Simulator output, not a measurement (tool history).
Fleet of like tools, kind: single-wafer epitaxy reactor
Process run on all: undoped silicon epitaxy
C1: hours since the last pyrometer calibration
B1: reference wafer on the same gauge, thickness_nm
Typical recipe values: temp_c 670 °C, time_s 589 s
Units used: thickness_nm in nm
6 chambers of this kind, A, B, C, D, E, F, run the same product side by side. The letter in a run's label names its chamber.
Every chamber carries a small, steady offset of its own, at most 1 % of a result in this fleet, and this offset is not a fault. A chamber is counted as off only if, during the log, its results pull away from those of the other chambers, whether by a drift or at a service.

run 1D hour=6.3 | temp_c=670 time_s=589 | C1=1376.9 | B1=150.96 | thickness_nm=153.05
run 2A hour=19.1 | temp_c=670 time_s=589 | C1=1629.9 | B1=151.03 | thickness_nm=152.77
run 3C hour=32.4 | temp_c=670 time_s=589 | C1=703.2 | B1=151.02 | thickness_nm=151.83
run 4F hour=42.1 | temp_c=670 time_s=589 | C1=604.3 | B1=151.03 | thickness_nm=151.12
run 5E hour=54.8 | temp_c=670 time_s=589 | C1=321.8 | B1=150.94 | thickness_nm=152.31
run 6B hour=67 | temp_c=670 time_s=589 | C1=625.8 | B1=151.01 | thickness_nm=150.92
run 7C hour=80.4 | temp_c=670 time_s=589 | C1=751.2 | B1=151.01 | thickness_nm=151.9
run 8A hour=87.7 | temp_c=680 time_s=538 | C1=1698.5 | B1=151.03 | thickness_nm=171.47
run 9D hour=96.1 | temp_c=680 time_s=538 | C1=1466.7 | B1=151.04 | thickness_nm=171.4
run 10E hour=109.2 | temp_c=680 time_s=538 | C1=376.2 | B1=151 | thickness_nm=170.41
run 11B hour=119.6 | temp_c=680 time_s=538 | C1=678.4 | B1=151.01 | thickness_nm=169.78
run 12F hour=132.1 | temp_c=680 time_s=538 | C1=694.3 | B1=150.98 | thickness_nm=168.83
run 13B hour=141.5 | temp_c=680 time_s=538 | C1=700.3 | B1=151 | thickness_nm=168.91
run 14F hour=152.5 | temp_c=670 time_s=589 | C1=714.7 | B1=150.85 | thickness_nm=150.23
run 15A hour=161.6 | temp_c=670 time_s=589 | C1=1772.4 | B1=150.96 | thickness_nm=152.86
run 16E hour=175.3 | temp_c=670 time_s=589 | C1=442.3 | B1=151.03 | thickness_nm=152.03
run 17C hour=189 | temp_c=670 time_s=536 | C1=859.8 | B1=151.06 | thickness_nm=138.04
run 18D hour=202.3 | temp_c=670 time_s=536 | C1=1572.9 | B1=150.95 | thickness_nm=138.28
run 19A hour=214.5 | temp_c=670 time_s=536 | C1=1825.3 | B1=151.03 | thickness_nm=139.15
run 20E hour=224 | temp_c=670 time_s=536 | C1=491 | B1=151.06 | thickness_nm=138.19
run 21F hour=236.2 | temp_c=670 time_s=536 | C1=798.4 | B1=150.92 | thickness_nm=136.93
run 22D hour=245.5 | temp_c=670 time_s=536 | C1=1616.1 | B1=151.03 | thickness_nm=138.91
-- hour=247.8 chamber A: pyrometer calibrated
run 23B hour=258 | temp_c=682 time_s=690 | C1=816.8 | B1=151.04 | thickness_nm=226.63
run 24C hour=268.2 | temp_c=682 time_s=690 | C1=939 | B1=150.97 | thickness_nm=228.25
run 25E hour=274.8 | temp_c=682 time_s=690 | C1=541.8 | B1=151.04 | thickness_nm=227.15
run 26D hour=283.8 | temp_c=682 time_s=690 | C1=1654.4 | B1=151.02 | thickness_nm=228.24
run 27B hour=291.7 | temp_c=682 time_s=690 | C1=850.5 | B1=150.97 | thickness_nm=225.73
run 28F hour=304 | temp_c=682 time_s=690 | C1=866.2 | B1=151.03 | thickness_nm=224.75
run 29C hour=317.2 | temp_c=670 time_s=589 | C1=988 | B1=150.96 | thickness_nm=151.95
run 30A hour=326.8 | temp_c=670 time_s=589 | C1=79.1 | B1=150.92 | thickness_nm=155.25
run 31E hour=337.4 | temp_c=670 time_s=589 | C1=604.4 | B1=151.03 | thickness_nm=151.34
run 32C hour=348.2 | temp_c=670 time_s=647 | C1=1019 | B1=151.06 | thickness_nm=166.5
run 33B hour=356 | temp_c=670 time_s=647 | C1=914.8 | B1=151.01 | thickness_nm=166.89
run 34D hour=363.4 | temp_c=670 time_s=647 | C1=1734 | B1=151.06 | thickness_nm=167.59
run 35A hour=370.2 | temp_c=670 time_s=647 | C1=122.5 | B1=151.04 | thickness_nm=171.42
run 36F hour=380.9 | temp_c=670 time_s=647 | C1=943.1 | B1=150.93 | thickness_nm=165.35
run 37A hour=390.5 | temp_c=670 time_s=647 | C1=142.8 | B1=150.98 | thickness_nm=170.65
run 38C hour=400.3 | temp_c=670 time_s=589 | C1=1071.1 | B1=150.97 | thickness_nm=151.81
run 39F hour=410.1 | temp_c=670 time_s=589 | C1=972.3 | B1=150.91 | thickness_nm=151.09

Has any chamber moved away from the others, gradually or after a service, or does the common gauge drift, or do the chambers differ only by their own small steady offsets? State the chamber and the most likely cause if one applies.

After it was serviced, chamber A no longer matches the other chambers.
Likeliest cause: wafer temperature above the value expected at the setpoint (K) = 0.797.

Here are 4 candidates for chamber A's next run, each the usual settings with a change, their results left as question marks. Which one brings its results back in line with what the others give on the usual settings?
A result is in line if it is within this distance of the other chambers' mean on the usual settings: thickness_nm 1.3 nm
run 40A-1 hour=420.3 | temp_c=670 time_s=584 | thickness_nm=?
run 40A-2 hour=420.3 | temp_c=669 time_s=589 | thickness_nm=?
run 40A-3 hour=420.3 | temp_c=671 time_s=589 | thickness_nm=?
run 40A-4 hour=420.3 | temp_c=670 time_s=594 | thickness_nm=?

What the other chambers average on the usual settings: thickness_nm 151.7 nm
run=40A-1 thickness_nm=154.18
run=40A-2 thickness_nm=152.29
run=40A-3 thickness_nm=158.78
run=40A-4 thickness_nm=156.82
40A-2 puts the chamber back in line with the other chambers.
